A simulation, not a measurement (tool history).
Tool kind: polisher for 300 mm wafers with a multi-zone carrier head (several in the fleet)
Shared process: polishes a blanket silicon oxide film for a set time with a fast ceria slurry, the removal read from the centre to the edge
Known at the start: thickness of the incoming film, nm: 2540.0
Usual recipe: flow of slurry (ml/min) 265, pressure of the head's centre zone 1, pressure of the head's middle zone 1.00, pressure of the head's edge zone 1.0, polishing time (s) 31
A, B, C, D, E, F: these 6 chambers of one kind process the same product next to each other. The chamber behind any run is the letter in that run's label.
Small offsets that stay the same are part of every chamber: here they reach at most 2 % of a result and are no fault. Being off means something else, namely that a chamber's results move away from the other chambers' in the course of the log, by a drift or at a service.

| run | hour | flow of slurry (ml/min) | pressure of the head's centre zone | pressure of the head's middle zone | pressure of the head's edge zone | polishing time (s) | film removed at the wafer's centre (nm) | film removed at mid-radius (nm) | film removed at the wafer's edge (nm) |
|---|---|---|---|---|---|---|---|---|---|
| 1D | 7.2 | 265 | 1 | 1.00 | 1.0 | 31 | 719.21 | 712.79 | 735.84 |
|  | 10.5 | chamber E: worn pad replaced by a new one |
|  | 14.9 | chamber D: worn pad replaced by a new one |
|  | 15.2 | chamber A: edge zone pressure recalibrated |
| 2A | 16.4 | 265 | 1 | 1.00 | 1.0 | 31 | 735.44 | 743.40 | 723.70 |
|  | 19.2 | chamber B: worn pad replaced by a new one |
| 3C | 29.6 | 265 | 1 | 1.00 | 1.0 | 31 | 731.09 | 723.63 | 720.03 |
| 4B | 43.6 | 265 | 1 | 1.00 | 1.0 | 31 | 723.77 | 720.70 | 728.38 |
|  | 50.7 | chamber C: centre zone pressure recalibrated |
| 5E | 55.6 | 265 | 1 | 1.00 | 1.0 | 31 | 727.20 | 713.14 | 716.21 |
|  | 65.7 | chamber C: worn pad replaced by a new one |
| 6F | 69.6 | 265 | 1 | 1.00 | 1.0 | 31 | 728.47 | 724.37 | 724.13 |
| 7F | 77.0 | 265 | 1 | 1.00 | 1.0 | 31 | 720.21 | 731.91 | 715.20 |
|  | 80.2 | chamber E: worn pad replaced by a new one |
|  | 82.5 | chamber D: worn pad replaced by a new one |
| 8D | 89.2 | 265 | 1 | 1.00 | 1.0 | 31 | 715.89 | 717.21 | 715.67 |
|  | 95.3 | chamber A: worn pad replaced by a new one |
|  | 99.4 | chamber F: worn pad replaced by a new one |
|  | 101.4 | chamber B: worn pad replaced by a new one |
| 9E | 101.5 | 265 | 1 | 1.00 | 1.0 | 31 | 721.17 | 712.30 | 708.31 |
|  | 104.2 | chamber E: slurry nozzle cleaned |
| 10C | 111.6 | 265 | 1 | 1.00 | 1.0 | 31 | 724.78 | 728.91 | 727.78 |
| 11B | 126.0 | 265 | 1 | 1.00 | 1.0 | 31 | 739.13 | 735.48 | 725.05 |
| 12A | 137.5 | 265 | 1 | 1.00 | 1.0 | 31 | 725.94 | 732.99 | 716.97 |
| 13A | 149.7 | 265 | 1 | 1.00 | 1.0 | 31 | 721.95 | 740.83 | 722.93 |
|  | 150.2 | chamber E: worn pad replaced by a new one |
|  | 150.5 | chamber D: slurry nozzle cleaned |
|  | 158.3 | chamber C: worn pad replaced by a new one |
| 14C | 159.7 | 265 | 1 | 1.00 | 1.0 | 31 | 722.82 | 714.71 | 731.96 |
|  | 160.2 | chamber D: worn pad replaced by a new one |
| 15F | 171.6 | 265 | 1 | 1.00 | 1.0 | 31 | 727.76 | 728.62 | 726.82 |
|  | 171.9 | chamber A: slurry nozzle cleaned |
|  | 178.5 | chamber B: worn pad replaced by a new one |
| 16D | 184.9 | 265 | 1 | 1.00 | 1.0 | 31 | 729.01 | 713.98 | 722.79 |
| 17E | 196.7 | 265 | 1 | 1.00 | 1.0 | 31 | 714.52 | 705.90 | 698.65 |
|  | 197.9 | chamber F: worn pad replaced by a new one |
|  | 201.6 | chamber F: slurry nozzle cleaned |
|  | 202.5 | chamber B: centre zone pressure recalibrated |
| 18B | 206.4 | 265 | 1 | 1.04 | 1.0 | 20 | 468.48 | 487.05 | 470.45 |
|  | 206.8 | chamber A: worn pad replaced by a new one |
| 19C | 213.8 | 265 | 1 | 1.04 | 1.0 | 20 | 464.00 | 479.14 | 478.27 |
|  | 218.2 | chamber E: worn pad replaced by a new one |
| 20F | 227.9 | 265 | 1 | 1.04 | 1.0 | 20 | 476.18 | 497.82 | 475.76 |
|  | 231.3 | chamber D: worn pad replaced by a new one |
| 21E | 235.0 | 265 | 1 | 1.04 | 1.0 | 20 | 466.93 | 478.37 | 468.81 |
| 22A | 244.7 | 265 | 1 | 1.04 | 1.0 | 20 | 455.47 | 479.43 | 471.32 |
| 23B | 252.6 | 265 | 1 | 1.04 | 1.0 | 20 | 470.14 | 491.61 | 454.15 |
|  | 255.1 | chamber C: worn pad replaced by a new one |
|  | 260.4 | chamber B: worn pad replaced by a new one |
| 24D | 262.9 | 265 | 1 | 1.00 | 1.0 | 31 | 724.15 | 718.15 | 717.92 |
| 25D | 277.0 | 265 | 1 | 1.00 | 1.0 | 31 | 728.06 | 730.47 | 721.97 |
| 26C | 283.5 | 265 | 1 | 1.00 | 1.0 | 31 | 735.44 | 740.17 | 737.58 |
|  | 289.6 | chamber F: worn pad replaced by a new one |
| 27E | 294.4 | 265 | 1 | 1.00 | 1.0 | 31 | 722.89 | 713.03 | 717.27 |
|  | 298.7 | chamber E: worn pad replaced by a new one |
| 28F | 301.2 | 265 | 1 | 1.00 | 1.0 | 31 | 740.22 | 734.14 | 740.72 |
| 29A | 310.8 | 265 | 1 | 1.00 | 1.0 | 31 | 688.92 | 732.57 | 733.44 |
|  | 319.3 | chamber D: worn pad replaced by a new one |
|  | 320.3 | chamber A: worn pad replaced by a new one |
| 30B | 321.1 | 265 | 1 | 1.00 | 1.0 | 31 | 714.68 | 730.76 | 718.12 |
| 31F | 328.6 | 265 | 1 | 1.00 | 1.0 | 31 | 732.01 | 747.94 | 717.38 |
|  | 330.1 | chamber B: slurry nozzle cleaned |
| 32C | 336.2 | 265 | 1 | 1.00 | 1.0 | 31 | 717.64 | 722.97 | 751.28 |
|  | 343.4 | chamber B: worn pad replaced by a new one |
| 33A | 344.7 | 265 | 1 | 1.00 | 1.0 | 31 | 680.00 | 740.54 | 726.00 |
|  | 345.0 | chamber C: worn pad replaced by a new one |
| 34D | 356.5 | 265 | 1 | 1.00 | 1.0 | 31 | 729.12 | 742.22 | 720.26 |
|  | 363.6 | chamber C: slurry nozzle cleaned |
| 35B | 364.5 | 265 | 1 | 1.00 | 1.0 | 31 | 729.28 | 727.49 | 731.71 |
| 36E | 373.0 | 265 | 1 | 1.00 | 1.0 | 31 | 715.02 | 723.83 | 724.64 |
| 37D | 383.5 | 265 | 1 | 1.00 | 1.0 | 31 | 725.80 | 702.28 | 714.80 |
| 38C | 391.8 | 265 | 1 | 1.00 | 0.9 | 31 | 737.48 | 712.04 | 696.89 |

Read the log: is a single chamber off, either drifting away or since a service, is the gauge that measures every chamber drifting, or is nothing wrong beyond small per-chamber offsets? Name any odd chamber and what most likely caused it.

Little by little, chamber A moves away from the other chambers.
Likeliest cause: centre zone's pressure below its setpoint, % = 6.89.

Here are 4 candidates for chamber A's next run, each the usual settings with a change, their results left as question marks. Which one brings its results back in line with what the others give on the usual settings?
A result is in line if it is within this distance of the other chambers' mean on the usual settings: film removed at the wafer's centre (nm) 22.00; film removed at mid-radius (nm) 36.00; film removed at the wafer's edge (nm) 31.00
| 39A-1 | 402.2 | 275 | 1.14 | 0.96 | 0.96 | 31 | ? | ? | ? |
| 39A-2 | 402.2 | 260 | 0.87 | 1.05 | 1.03 | 31 | ? | ? | ? |
| 39A-3 | 402.2 | 270 | 1.06 | 0.98 | 0.98 | 31 | ? | ? | ? |
| 39A-4 | 402.2 | 260 | 0.94 | 1.02 | 1.02 | 31 | ? | ? | ? |

On the usual settings, the other chambers give on average: film removed at the wafer's centre (nm) 726.59; film removed at mid-radius (nm) 722.61; film removed at the wafer's edge (nm) 724.70
| run | film removed at the wafer's centre (nm) | film removed at mid-radius (nm) | film removed at the wafer's edge (nm) |
|---|---|---|---|
| 39A-1 | 783.70 | 716.94 | 714.41 |
| 39A-2 | 577.21 | 773.74 | 736.76 |
| 39A-3 | 722.10 | 729.24 | 720.77 |
| 39A-4 | 629.36 | 753.39 | 733.28 |
The right change is 39A-3: it brings the chamber back within the allowed miss of the others.
